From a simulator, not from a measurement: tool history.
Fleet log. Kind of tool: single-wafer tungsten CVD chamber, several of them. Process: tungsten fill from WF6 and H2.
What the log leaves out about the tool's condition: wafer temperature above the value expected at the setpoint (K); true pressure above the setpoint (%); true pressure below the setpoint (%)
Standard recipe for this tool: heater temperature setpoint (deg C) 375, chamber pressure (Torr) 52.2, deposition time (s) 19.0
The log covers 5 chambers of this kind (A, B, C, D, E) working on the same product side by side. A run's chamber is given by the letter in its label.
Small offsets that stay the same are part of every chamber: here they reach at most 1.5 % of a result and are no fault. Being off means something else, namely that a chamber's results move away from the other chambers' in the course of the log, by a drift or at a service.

run,day,heater temperature setpoint (deg C),chamber pressure (Torr),deposition time (s),hours since the last thermocouple change,hours since the last manometer calibration,"read-back reference wafer on the same gauge, thickness_nm",mean film thickness on the monitor wafer (nm)
1E,0.512,375,52.2,19.0,731.9,1113.7,41.799,43.408
2C,0.979,375,52.2,19.0,1081.8,1631.8,41.798,44.276
3D,1.450,375,52.2,19.0,654.7,425.5,41.792,44.008
4A,1.900,375,52.2,19.0,2345.8,370.2,41.780,43.517
5B,2.292,375,52.2,16.2,1107.5,166.1,41.769,37.442
6B,2.575,375,52.2,16.2,1114.3,172.9,41.763,37.390
7C,2.867,375,52.2,16.2,1127.1,1677.1,41.753,37.694
8A,3.188,375,52.2,16.2,2376.7,401.1,41.768,37.027
9E,3.633,375,52.2,16.2,806.8,1188.6,41.742,36.978
10D,4.046,375,52.2,19.0,717.0,487.8,41.739,43.950
# day 4.388: chamber C: capacitance manometer re-zeroed and calibrated
11D,4.496,375,52.2,19.0,727.8,498.6,41.739,43.982
12C,4.779,375,52.2,19.0,1173.0,9.4,41.737,44.193
13E,5.279,375,52.2,19.0,846.3,1228.1,41.735,43.437
14A,5.675,375,52.2,19.0,2436.4,460.8,41.722,43.369
15B,6.158,375,52.2,19.0,1200.3,258.9,41.715,43.837
16B,6.529,375,52.2,19.0,1209.2,267.8,41.711,43.768
17A,6.858,370,52.2,19.0,2464.8,489.2,41.711,39.048
18E,7.158,370,52.2,19.0,891.4,1273.2,41.714,39.020
# day 7.592: chamber A: thermocouple changed; heater temperature recalibrated
19D,7.658,370,52.2,19.0,803.7,574.5,41.689,39.570
# day 8.021: chamber E: capacitance manometer re-zeroed and calibrated
20C,8.138,370,52.2,19.0,1253.6,90.0,41.697,39.956
21D,8.650,370,52.2,19.0,827.5,598.3,41.676,39.593
22A,9.125,375,52.2,19.0,36.9,543.6,41.684,43.323
23B,9.383,375,52.2,19.0,1277.7,336.3,41.680,43.743
24E,9.792,365,61.2,19.0,954.6,42.5,41.672,37.644
25C,10.075,365,61.2,19.0,1300.1,136.5,41.675,38.410
26E,10.383,365,61.2,19.0,968.8,56.7,41.654,37.604
27A,10.825,365,61.2,19.0,77.7,584.4,41.658,37.599
28D,11.208,365,61.2,19.0,888.9,659.7,41.662,38.141
29B,11.450,375,52.2,19.0,1327.3,385.9,41.644,43.736
30C,11.838,375,52.2,19.0,1342.4,178.8,41.643,44.006
31D,12.221,375,52.2,19.0,913.2,684.0,41.630,43.886
32B,12.579,375,52.2,19.0,1354.4,413.0,41.634,43.715
33E,12.862,364,43.1,19.0,1028.3,116.2,41.638,31.349
34C,13.242,364,43.1,19.0,1376.1,212.5,41.630,32.140
35A,13.704,364,43.1,19.0,146.8,653.5,41.634,31.385
36C,13.933,364,43.1,19.0,1392.7,229.1,41.623,32.126

Decide between three cases: one chamber stands off from its peers, the gauge reading all wafers drifts, or nothing is wrong past each chamber's small offset. Where a chamber is off, say which and what most likely put it there.

No chamber is off; the gauge reading every chamber's wafers drifts, which makes the whole fleet appear to move together.
Likeliest cause: gauge reads low (%) = 0.445.
